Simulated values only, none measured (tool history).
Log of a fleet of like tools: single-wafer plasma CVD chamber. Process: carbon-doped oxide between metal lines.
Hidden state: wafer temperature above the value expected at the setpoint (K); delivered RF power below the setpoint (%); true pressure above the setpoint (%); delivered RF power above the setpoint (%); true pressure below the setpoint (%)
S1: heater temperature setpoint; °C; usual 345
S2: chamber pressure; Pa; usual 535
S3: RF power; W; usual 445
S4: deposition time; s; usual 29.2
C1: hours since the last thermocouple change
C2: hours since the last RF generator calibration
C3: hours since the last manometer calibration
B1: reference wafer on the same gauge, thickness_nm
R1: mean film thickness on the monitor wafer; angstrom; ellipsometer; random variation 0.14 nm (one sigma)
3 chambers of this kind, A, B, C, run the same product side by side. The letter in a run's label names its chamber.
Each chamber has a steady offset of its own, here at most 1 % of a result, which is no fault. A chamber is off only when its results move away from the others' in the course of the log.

{"run": "1C", "hour": 4.8, "S1": 345, "S2": 535, "S3": 445, "S4": 29.2, "C1": 1163.5, "C2": 273.0, "C3": 1741.1, "B1": 115.99, "R1": 1349.2}
{"run": "2B", "hour": 8.6, "S1": 345, "S2": 535, "S3": 445, "S4": 29.2, "C1": 1366.4, "C2": 600.0, "C3": 801.6, "B1": 116.0, "R1": 1357.5}
{"run": "3A", "hour": 15.2, "S1": 345, "S2": 535, "S3": 445, "S4": 29.2, "C1": 752.3, "C2": 996.5, "C3": 1022.6, "B1": 115.96, "R1": 1354.8}
{"run": "4C", "hour": 21.3, "S1": 345, "S2": 535, "S3": 445, "S4": 29.2, "C1": 1180.0, "C2": 289.5, "C3": 1757.6, "B1": 115.94, "R1": 1349.2}
{"run": "5A", "hour": 24.7, "S1": 345, "S2": 535, "S3": 445, "S4": 29.2, "C1": 761.8, "C2": 1006.0, "C3": 1032.1, "B1": 115.92, "R1": 1357.3}
{"run": "6B", "hour": 28.4, "S1": 354, "S2": 535, "S3": 445, "S4": 29.2, "C1": 1386.2, "C2": 619.8, "C3": 821.4, "B1": 115.95, "R1": 1321.4}
{"run": "7C", "hour": 34.6, "S1": 354, "S2": 535, "S3": 445, "S4": 29.2, "C1": 1193.3, "C2": 302.8, "C3": 1770.9, "B1": 115.91, "R1": 1312.9}
{"run": "8A", "hour": 38.8, "S1": 354, "S2": 535, "S3": 445, "S4": 29.2, "C1": 775.9, "C2": 1020.1, "C3": 1046.2, "B1": 115.88, "R1": 1323.5}
{"run": "9B", "hour": 43.7, "S1": 334, "S2": 535, "S3": 445, "S4": 24.2, "C1": 1401.5, "C2": 635.1, "C3": 836.7, "B1": 115.92, "R1": 1168.3}
{"run": "10A", "hour": 48.6, "S1": 334, "S2": 535, "S3": 445, "S4": 24.2, "C1": 785.7, "C2": 1029.9, "C3": 1056.0, "B1": 115.88, "R1": 1163.9}
{"run": "11B", "hour": 52.3, "S1": 334, "S2": 535, "S3": 445, "S4": 24.2, "C1": 1410.1, "C2": 643.7, "C3": 845.3, "B1": 115.86, "R1": 1167.3}
{"run": "12C", "hour": 57.2, "S1": 345, "S2": 575, "S3": 445, "S4": 29.2, "C1": 1215.9, "C2": 325.4, "C3": 1793.5, "B1": 115.87, "R1": 1359.9}
{"run": "13B", "hour": 61.8, "S1": 345, "S2": 575, "S3": 445, "S4": 29.2, "C1": 1419.6, "C2": 653.2, "C3": 854.8, "B1": 115.81, "R1": 1367.1}
{"run": "14A", "hour": 67.6, "S1": 345, "S2": 575, "S3": 445, "S4": 29.2, "C1": 804.7, "C2": 1048.9, "C3": 1075.0, "B1": 115.8, "R1": 1368.2}
{"run": "15C", "hour": 71.3, "S1": 345, "S2": 535, "S3": 445, "S4": 29.2, "C1": 1230.0, "C2": 339.5, "C3": 1807.6, "B1": 115.81, "R1": 1348.0}
{"run": "16A", "hour": 77.0, "S1": 345, "S2": 535, "S3": 445, "S4": 29.2, "C1": 814.1, "C2": 1058.3, "C3": 1084.4, "B1": 115.78, "R1": 1356.9}
{"run": "17C", "hour": 82.9, "S1": 345, "S2": 535, "S3": 445, "S4": 29.2, "C1": 1241.6, "C2": 351.1, "C3": 1819.2, "B1": 115.76, "R1": 1347.3}
{"run": "18B", "hour": 87.6, "S1": 345, "S2": 535, "S3": 445, "S4": 29.2, "C1": 1445.4, "C2": 679.0, "C3": 880.6, "B1": 115.76, "R1": 1352.9}
{"run": "19C", "hour": 93.5, "S1": 356, "S2": 413, "S3": 445, "S4": 29.2, "C1": 1252.2, "C2": 361.7, "C3": 1829.8, "B1": 115.75, "R1": 1266.8}
{"run": "20B", "hour": 98.8, "S1": 356, "S2": 413, "S3": 445, "S4": 29.2, "C1": 1456.6, "C2": 690.2, "C3": 891.8, "B1": 115.76, "R1": 1274.5}
{"run": "21A", "hour": 103.7, "S1": 356, "S2": 413, "S3": 445, "S4": 29.2, "C1": 840.8, "C2": 1085.0, "C3": 1111.1, "B1": 115.69, "R1": 1278.3}
{"run": "22C", "hour": 109.2, "S1": 345, "S2": 535, "S3": 445, "S4": 29.2, "C1": 1267.9, "C2": 377.4, "C3": 1845.5, "B1": 115.71, "R1": 1345.6}
{"run": "23B", "hour": 112.6, "S1": 345, "S2": 535, "S3": 445, "S4": 29.2, "C1": 1470.4, "C2": 704.0, "C3": 905.6, "B1": 115.71, "R1": 1352.9}
{"run": "24A", "hour": 117.8, "S1": 345, "S2": 535, "S3": 445, "S4": 29.2, "C1": 854.9, "C2": 1099.1, "C3": 1125.2, "B1": 115.7, "R1": 1354.4}
{"run": "25A", "hour": 121.2, "S1": 345, "S2": 535, "S3": 445, "S4": 29.2, "C1": 858.3, "C2": 1102.5, "C3": 1128.6, "B1": 115.66, "R1": 1355.1}
{"run": "26B", "hour": 127.7, "S1": 352, "S2": 588, "S3": 445, "S4": 29.2, "C1": 1485.5, "C2": 719.1, "C3": 920.7, "B1": 115.68, "R1": 1344.6}
{"run": "27C", "hour": 133.2, "S1": 352, "S2": 588, "S3": 445, "S4": 29.2, "C1": 1291.9, "C2": 401.4, "C3": 1869.5, "B1": 115.68, "R1": 1333.7}
{"run": "28C", "hour": 136.2, "S1": 352, "S2": 588, "S3": 445, "S4": 29.2, "C1": 1294.9, "C2": 404.4, "C3": 1872.5, "B1": 115.65, "R1": 1335.9}
{"run": "29A", "hour": 141.7, "S1": 345, "S2": 535, "S3": 445, "S4": 29.2, "C1": 878.8, "C2": 1123.0, "C3": 1149.1, "B1": 115.64, "R1": 1351.4}
{"run": "30B", "hour": 147.7, "S1": 345, "S2": 535, "S3": 445, "S4": 29.2, "C1": 1505.5, "C2": 739.1, "C3": 940.7, "B1": 115.62, "R1": 1353.5}
{"run": "31A", "hour": 153.2, "S1": 345, "S2": 535, "S3": 445, "S4": 29.2, "C1": 890.3, "C2": 1134.5, "C3": 1160.6, "B1": 115.61, "R1": 1354.1}
{"run": "32B", "hour": 156.3, "S1": 345, "S2": 535, "S3": 445, "S4": 29.2, "C1": 1514.1, "C2": 747.7, "C3": 949.3, "B1": 115.58, "R1": 1351.4}
{"run": "33C", "hour": 161.0, "S1": 345, "S2": 535, "S3": 520, "S4": 29.2, "C1": 1319.7, "C2": 429.2, "C3": 1897.3, "B1": 115.57, "R1": 1485.9}
{"run": "34A", "hour": 167.6, "S1": 345, "S2": 535, "S3": 520, "S4": 29.2, "C1": 904.7, "C2": 1148.9, "C3": 1175.0, "B1": 115.59, "R1": 1496.6}
{"run": "35C", "hour": 171.0, "S1": 345, "S2": 535, "S3": 520, "S4": 29.2, "C1": 1329.7, "C2": 439.2, "C3": 1907.3, "B1": 115.56, "R1": 1484.9}
{"run": "36B", "hour": 175.2, "S1": 345, "S2": 535, "S3": 445, "S4": 29.2, "C1": 1533.0, "C2": 766.6, "C3": 968.2, "B1": 115.51, "R1": 1352.2}
{"run": "37B", "hour": 181.4, "S1": 345, "S2": 535, "S3": 445, "S4": 29.2, "C1": 1539.2, "C2": 772.8, "C3": 974.4, "B1": 115.52, "R1": 1352.2}

Is one chamber off against the others, does the gauge drift, or is nothing wrong? If a chamber is off, say which, and what the likeliest cause is.

The gauge drifts, so all chambers seem to drift together. No chamber is off.
Cause: gauge reads low (%) = 0.422.
